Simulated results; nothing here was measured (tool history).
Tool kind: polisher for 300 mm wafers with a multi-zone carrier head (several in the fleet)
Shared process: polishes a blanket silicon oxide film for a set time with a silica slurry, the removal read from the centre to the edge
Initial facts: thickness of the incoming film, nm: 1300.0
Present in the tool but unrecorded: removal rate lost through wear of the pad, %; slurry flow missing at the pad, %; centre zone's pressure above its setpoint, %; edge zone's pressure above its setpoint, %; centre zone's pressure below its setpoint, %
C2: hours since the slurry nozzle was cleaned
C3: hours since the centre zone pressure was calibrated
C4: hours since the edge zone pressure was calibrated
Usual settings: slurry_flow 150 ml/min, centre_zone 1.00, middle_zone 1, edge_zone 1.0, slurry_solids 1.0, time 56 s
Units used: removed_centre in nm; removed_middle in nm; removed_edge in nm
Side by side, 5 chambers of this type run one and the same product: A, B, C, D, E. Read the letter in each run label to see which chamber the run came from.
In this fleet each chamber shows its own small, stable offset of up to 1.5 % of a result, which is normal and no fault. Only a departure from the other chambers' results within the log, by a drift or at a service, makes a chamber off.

At hour 6.1: chamber E: worn pad replaced by a new one.
Run 1D, hour 6.9: usual settings; wafers polished on this pad 244; C2 504.7; C3 575.2; C4 514.6. Result: removed_centre 138.25 nm, removed_middle 139.28 nm, removed_edge 137.25 nm.
Run 2C, hour 14.0: usual settings; wafers polished on this pad 322; C2 100.8; C3 788.6; C4 606.6. Result: removed_centre 136.96 nm, removed_middle 138.46 nm, removed_edge 139.40 nm.
At hour 16.1: chamber B: worn pad replaced by a new one.
Run 3A, hour 21.1: usual settings; wafers polished on this pad 198; C2 392.4; C3 324.1; C4 152.6. Result: removed_centre 135.17 nm, removed_middle 136.69 nm, removed_edge 137.61 nm.
Run 4E, hour 31.1: usual settings; wafers polished on this pad 155; C2 137.2; C3 594.1; C4 195.4. Result: removed_centre 139.27 nm, removed_middle 136.16 nm, removed_edge 139.81 nm.
Run 5B, hour 40.0: usual settings; wafers polished on this pad 148; C2 351.4; C3 142.3; C4 99.3. Result: removed_centre 138.13 nm, removed_middle 136.44 nm, removed_edge 140.07 nm.
At hour 45.9: chamber D: edge zone pressure recalibrated.
Run 6D, hour 50.1: usual settings; wafers polished on this pad 513; C2 547.9; C3 618.4; C4 4.2. Result: removed_centre 137.04 nm, removed_middle 137.59 nm, removed_edge 138.74 nm.
Run 7A, hour 57.8: usual settings; wafers polished on this pad 427; C2 429.1; C3 360.8; C4 189.3. Result: removed_centre 135.40 nm, removed_middle 138.39 nm, removed_edge 137.01 nm.
Run 8B, hour 68.3: usual settings; wafers polished on this pad 324; C2 379.7; C3 170.6; C4 127.6. Result: removed_centre 137.71 nm, removed_middle 138.22 nm, removed_edge 139.45 nm.
At hour 76.3: chamber C: edge zone pressure recalibrated.
Run 9C, hour 78.8: usual settings; wafers polished on this pad 725; C2 165.6; C3 853.4; C4 2.6. Result: removed_centre 139.33 nm, removed_middle 137.69 nm, removed_edge 137.75 nm.
Run 10E, hour 89.1: usual settings; wafers polished on this pad 516; C2 195.2; C3 652.1; C4 253.4. Result: removed_centre 137.66 nm, removed_middle 136.41 nm, removed_edge 138.38 nm.
At hour 90.6: chamber E: worn pad replaced by a new one.
Run 11C, hour 94.6: usual settings but centre_zone 0.96, time 64 s; wafers polished on this pad 823; C2 181.4; C3 869.2; C4 18.4. Result: removed_centre 147.91 nm, removed_middle 157.08 nm, removed_edge 157.93 nm.
Run 12B, hour 100.0: usual settings but centre_zone 0.96, time 64 s; wafers polished on this pad 521; C2 411.4; C3 202.3; C4 159.3. Result: removed_centre 150.83 nm, removed_middle 159.23 nm, removed_edge 154.57 nm.
At hour 108.4: chamber C: worn pad replaced by a new one.
Run 13D, hour 109.2: usual settings but centre_zone 0.96, time 64 s; wafers polished on this pad 880; C2 607.0; C3 677.5; C4 63.3. Result: removed_centre 149.95 nm, removed_middle 155.73 nm, removed_edge 158.88 nm.
Run 14A, hour 114.6: usual settings but centre_zone 0.96, time 64 s; wafers polished on this pad 780; C2 485.9; C3 417.6; C4 246.1. Result: removed_centre 150.07 nm, removed_middle 157.14 nm, removed_edge 157.39 nm.
At hour 122.7: chamber D: worn pad replaced by a new one.
At hour 123.2: chamber C: slurry nozzle cleaned.
Run 15E, hour 124.7: usual settings but centre_zone 0.96, time 64 s; wafers polished on this pad 212; C2 230.8; C3 687.7; C4 289.0. Result: removed_centre 149.80 nm, removed_middle 156.86 nm, removed_edge 159.18 nm.
At hour 126.4: chamber A: slurry nozzle cleaned.
At hour 134.2: chamber A: worn pad replaced by a new one.
Run 16B, hour 135.3: usual settings but time 62 s; wafers polished on this pad 741; C2 446.7; C3 237.6; C4 194.6. Result: removed_centre 150.78 nm, removed_middle 151.06 nm, removed_edge 154.65 nm.
At hour 138.0: chamber D: slurry nozzle cleaned.
Run 17D, hour 145.1: usual settings but time 62 s; wafers polished on this pad 139; C2 7.1; C3 713.4; C4 99.2. Result: removed_centre 151.21 nm, removed_middle 153.16 nm, removed_edge 153.83 nm.
At hour 149.9: chamber D: centre zone pressure recalibrated.
Run 18A, hour 151.3: usual settings but time 62 s; wafers polished on this pad 106; C2 24.9; C3 454.3; C4 282.8. Result: removed_centre 153.24 nm, removed_middle 155.30 nm, removed_edge 152.90 nm.
Run 19C, hour 159.1: usual settings but time 62 s; wafers polished on this pad 315; C2 35.9; C3 933.7; C4 82.9. Result: removed_centre 149.03 nm, removed_middle 152.18 nm, removed_edge 150.73 nm.
At hour 164.1: chamber E: worn pad replaced by a new one.
At hour 165.4: chamber B: slurry nozzle cleaned.
Run 20E, hour 169.3: usual settings but time 62 s; wafers polished on this pad 32; C2 275.4; C3 732.3; C4 333.6. Result: removed_centre 154.10 nm, removed_middle 151.03 nm, removed_edge 152.19 nm.
Run 21C, hour 178.0: usual settings; wafers polished on this pad 432; C2 54.8; C3 952.6; C4 101.8. Result: removed_centre 137.53 nm, removed_middle 137.39 nm, removed_edge 137.17 nm.
Run 22B, hour 188.0: usual settings; wafers polished on this pad 1068; C2 22.6; C3 290.3; C4 247.3. Result: removed_centre 139.88 nm, removed_middle 137.41 nm, removed_edge 138.11 nm.
Run 23A, hour 197.4: usual settings; wafers polished on this pad 393; C2 71.0; C3 500.4; C4 328.9. Result: removed_centre 138.88 nm, removed_middle 136.92 nm, removed_edge 136.97 nm.
Run 24E, hour 204.2: usual settings; wafers polished on this pad 249; C2 310.3; C3 767.2; C4 368.5. Result: removed_centre 139.43 nm, removed_middle 138.11 nm, removed_edge 136.16 nm.
At hour 208.6: chamber E: centre zone pressure recalibrated.
Run 25D, hour 209.3: usual settings; wafers polished on this pad 538; C2 71.3; C3 59.4; C4 163.4. Result: removed_centre 135.39 nm, removed_middle 136.85 nm, removed_edge 138.53 nm.
At hour 210.4: chamber B: worn pad replaced by a new one.
Run 26D, hour 217.4: usual settings; wafers polished on this pad 589; C2 79.4; C3 67.5; C4 171.5. Result: removed_centre 137.04 nm, removed_middle 139.32 nm, removed_edge 140.58 nm.
At hour 222.6: chamber C: worn pad replaced by a new one.
Run 27C, hour 223.5: usual settings; wafers polished on this pad 6; C2 100.3; C3 998.1; C4 147.3. Result: removed_centre 137.20 nm, removed_middle 137.29 nm, removed_edge 139.42 nm.
Run 28B, hour 234.2: usual settings; wafers polished on this pad 148; C2 68.8; C3 336.5; C4 293.5. Result: removed_centre 137.26 nm, removed_middle 140.15 nm, removed_edge 139.56 nm.
At hour 237.8: chamber B: centre zone pressure recalibrated.
Run 29E, hour 244.1: usual settings; wafers polished on this pad 497; C2 350.2; C3 35.6; C4 408.4. Result: removed_centre 137.23 nm, removed_middle 136.50 nm, removed_edge 134.43 nm.
At hour 249.2: chamber E: worn pad replaced by a new one.
Run 30A, hour 250.2: usual settings but edge_zone 0.9, slurry_solids 1.2; wafers polished on this pad 721; C2 123.8; C3 553.2; C4 381.7. Result: removed_centre 148.80 nm, removed_middle 150.65 nm, removed_edge 140.09 nm.
Run 31B, hour 256.1: usual settings but edge_zone 0.9, slurry_solids 1.2; wafers polished on this pad 284; C2 90.7; C3 18.3; C4 315.4. Result: removed_centre 151.22 nm, removed_middle 149.58 nm, removed_edge 140.49 nm.
Run 32D, hour 262.1: usual settings but edge_zone 0.9, slurry_solids 1.2; wafers polished on this pad 866; C2 124.1; C3 112.2; C4 216.2. Result: removed_centre 148.19 nm, removed_middle 150.00 nm, removed_edge 143.60 nm.
Run 33E, hour 272.3: usual settings but edge_zone 0.9, slurry_solids 1.2; wafers polished on this pad 143; C2 378.4; C3 63.8; C4 436.6. Result: removed_centre 149.22 nm, removed_middle 148.61 nm, removed_edge 140.03 nm.
At hour 278.9: chamber D: worn pad replaced by a new one.
Run 34A, hour 280.1: usual settings but edge_zone 0.9, slurry_solids 1.2; wafers polished on this pad 907; C2 153.7; C3 583.1; C4 411.6. Result: removed_centre 148.98 nm, removed_middle 150.29 nm, removed_edge 140.78 nm.
Run 35C, hour 285.1: usual settings; wafers polished on this pad 388; C2 161.9; C3 1059.7; C4 208.9. Result: removed_centre 138.02 nm, removed_middle 136.11 nm, removed_edge 137.77 nm.
Run 36E, hour 292.7: usual settings; wafers polished on this pad 270; C2 398.8; C3 84.2; C4 457.0. Result: removed_centre 134.64 nm, removed_middle 138.35 nm, removed_edge 138.15 nm.
At hour 297.7: chamber A: worn pad replaced by a new one.
Run 37B, hour 300.5: usual settings; wafers polished on this pad 560; C2 135.1; C3 62.7; C4 359.8. Result: removed_centre 138.37 nm, removed_middle 137.48 nm, removed_edge 137.37 nm.
Run 38C, hour 307.8: usual settings; wafers polished on this pad 530; C2 184.6; C3 1082.4; C4 231.6. Result: removed_centre 135.70 nm, removed_middle 137.12 nm, removed_edge 138.65 nm.
Run 39A, hour 316.7: usual settings; wafers polished on this pad 118; C2 190.3; C3 619.7; C4 448.2. Result: removed_centre 138.38 nm, removed_middle 138.43 nm, removed_edge 138.03 nm.
Run 40D, hour 325.2: usual settings; wafers polished on this pad 288; C2 187.2; C3 175.3; C4 279.3. Result: removed_centre 135.98 nm, removed_middle 139.76 nm, removed_edge 139.19 nm.
Run 41C, hour 330.6: usual settings; wafers polished on this pad 671; C2 207.4; C3 1105.2; C4 254.4. Result: removed_centre 136.18 nm, removed_middle 138.14 nm, removed_edge 135.97 nm.

Does one chamber stand apart from the rest, does the shared gauge drift, or is all well apart from small per-chamber offsets? Give the chamber and the most likely cause, where there is one.

No chamber is off and the gauge is stable; the differences are just each chamber's small, constant offset.
